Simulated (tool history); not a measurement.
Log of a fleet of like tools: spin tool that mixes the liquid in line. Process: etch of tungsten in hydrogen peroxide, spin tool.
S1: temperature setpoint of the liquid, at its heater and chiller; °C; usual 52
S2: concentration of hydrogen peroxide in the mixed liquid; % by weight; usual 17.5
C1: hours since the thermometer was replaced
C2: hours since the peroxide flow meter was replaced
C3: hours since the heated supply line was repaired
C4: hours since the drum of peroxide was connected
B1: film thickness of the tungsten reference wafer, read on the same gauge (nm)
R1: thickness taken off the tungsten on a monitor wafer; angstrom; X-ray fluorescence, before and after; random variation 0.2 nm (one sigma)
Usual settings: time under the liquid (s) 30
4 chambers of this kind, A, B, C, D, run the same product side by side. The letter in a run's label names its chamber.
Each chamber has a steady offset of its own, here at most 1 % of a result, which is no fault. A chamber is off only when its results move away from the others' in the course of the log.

run 1C day=0.638 | S1=52 S2=17.5 time_under_the_liquid_(s)=30 | C1=847.4 C2=332.2 C3=2059.1 C4=299.2 | B1=49.976 | R1=287.53
run 2A day=1.229 | S1=52 S2=17.5 time_under_the_liquid_(s)=30 | C1=709.1 C2=389.7 C3=796.5 C4=37.3 | B1=49.99 | R1=286.85
run 3B day=1.567 | S1=52 S2=17.5 time_under_the_liquid_(s)=30 | C1=133.6 C2=111.4 C3=241.5 C4=1000.9 | B1=49.986 | R1=287.67
-- day=1.604 chamber D: new drum of peroxide connected
run 4D day=1.962 | S1=52 S2=17.5 time_under_the_liquid_(s)=30 | C1=1049 C2=1553.5 C3=1419.4 C4=8.6 | B1=50.008 | R1=288.28
run 5C day=2.462 | S1=52 S2=15.5 time_under_the_liquid_(s)=30 | C1=891.2 C2=376 C3=2102.9 C4=343 | B1=50.017 | R1=269.21
run 6D day=2.942 | S1=52 S2=15.5 time_under_the_liquid_(s)=30 | C1=1072.5 C2=1577 C3=1442.9 C4=32.1 | B1=49.974 | R1=268.24
run 7A day=3.492 | S1=52 S2=15.5 time_under_the_liquid_(s)=30 | C1=763.4 C2=444 C3=850.8 C4=91.6 | B1=50.008 | R1=274.36
run 8B day=3.796 | S1=52 S2=15.5 time_under_the_liquid_(s)=30 | C1=187.1 C2=164.9 C3=295 C4=1054.4 | B1=50.011 | R1=269.22
run 9B day=4.158 | S1=52 S2=17.5 time_under_the_liquid_(s)=30 | C1=195.8 C2=173.6 C3=303.7 C4=1063.1 | B1=49.986 | R1=288.17
run 10C day=4.5 | S1=52 S2=17.5 time_under_the_liquid_(s)=30 | C1=940.1 C2=424.9 C3=2151.8 C4=391.9 | B1=50 | R1=283.8
run 11D day=4.821 | S1=52 S2=17.5 time_under_the_liquid_(s)=30 | C1=1117.6 C2=1622.1 C3=1488 C4=77.2 | B1=50.024 | R1=285.57
run 12A day=5.154 | S1=52 S2=17.5 time_under_the_liquid_(s)=30 | C1=803.3 C2=483.9 C3=890.7 C4=131.5 | B1=50.025 | R1=293.18
run 13D day=5.479 | S1=44.5 S2=17.5 time_under_the_liquid_(s)=30 | C1=1133.4 C2=1637.9 C3=1503.8 C4=93 | B1=50.01 | R1=182.11
run 14B day=6.067 | S1=44.5 S2=17.5 time_under_the_liquid_(s)=30 | C1=241.6 C2=219.4 C3=349.5 C4=1108.9 | B1=49.998 | R1=180.13
run 15C day=6.638 | S1=44.5 S2=17.5 time_under_the_liquid_(s)=30 | C1=991.4 C2=476.2 C3=2203.1 C4=443.2 | B1=50 | R1=178.63
run 16A day=6.929 | S1=44.5 S2=17.5 time_under_the_liquid_(s)=30 | C1=845.9 C2=526.5 C3=933.3 C4=174.1 | B1=49.99 | R1=184.76
-- day=7.129 chamber C: thermometer replaced
run 17D day=7.554 | S1=52 S2=17.5 time_under_the_liquid_(s)=30 | C1=1183.2 C2=1687.7 C3=1553.6 C4=142.8 | B1=49.984 | R1=290.52
run 18A day=8.129 | S1=58.5 S2=14.5 time_under_the_liquid_(s)=30 | C1=874.7 C2=555.3 C3=962.1 C4=202.9 | B1=49.992 | R1=391.44
-- day=8.262 chamber A: peroxide flow meter replaced
run 19C day=8.554 | S1=58.5 S2=14.5 time_under_the_liquid_(s)=30 | C1=34.3 C2=522.2 C3=2249.1 C4=489.2 | B1=49.997 | R1=379.01
run 20B day=8.862 | S1=58.5 S2=14.5 time_under_the_liquid_(s)=30 | C1=308.7 C2=286.5 C3=416.6 C4=1176 | B1=49.995 | R1=379.61
run 21A day=9.312 | S1=58.5 S2=14.5 time_under_the_liquid_(s)=30 | C1=903.1 C2=25.2 C3=990.5 C4=231.3 | B1=49.996 | R1=395.46
run 22B day=9.85 | S1=56 S2=21 time_under_the_liquid_(s)=30 | C1=332.4 C2=310.2 C3=440.3 C4=1199.7 | B1=50.007 | R1=398.52
run 23C day=10.262 | S1=56 S2=21 time_under_the_liquid_(s)=30 | C1=75.3 C2=563.2 C3=2290.1 C4=530.2 | B1=49.99 | R1=398.19
run 24D day=10.654 | S1=56 S2=21 time_under_the_liquid_(s)=30 | C1=1257.6 C2=1762.1 C3=1628 C4=217.2 | B1=49.989 | R1=403.64
run 25C day=10.946 | S1=56 S2=21 time_under_the_liquid_(s)=30 | C1=91.7 C2=579.6 C3=2306.5 C4=546.6 | B1=50.009 | R1=398.37
run 26B day=11.358 | S1=52 S2=17.5 time_under_the_liquid_(s)=30 | C1=368.6 C2=346.4 C3=476.5 C4=1235.9 | B1=50.012 | R1=286.52
run 27A day=11.954 | S1=52 S2=17.5 time_under_the_liquid_(s)=30 | C1=966.5 C2=88.6 C3=1053.9 C4=294.7 | B1=49.975 | R1=295.81

Next, every chamber runs the same settings. What will each give?
run 28A day=12.425 | S1=52 S2=17.5 time_under_the_liquid_(s)=30 | R1=?
run 28B day=12.425 | S1=52 S2=17.5 time_under_the_liquid_(s)=30 | R1=?
run 28C day=12.425 | S1=52 S2=17.5 time_under_the_liquid_(s)=30 | R1=?
run 28D day=12.425 | S1=52 S2=17.5 time_under_the_liquid_(s)=30 | R1=?

run=28A R1=297.05
run=28B R1=289.89
run=28C R1=286.22
run=28D R1=289.56
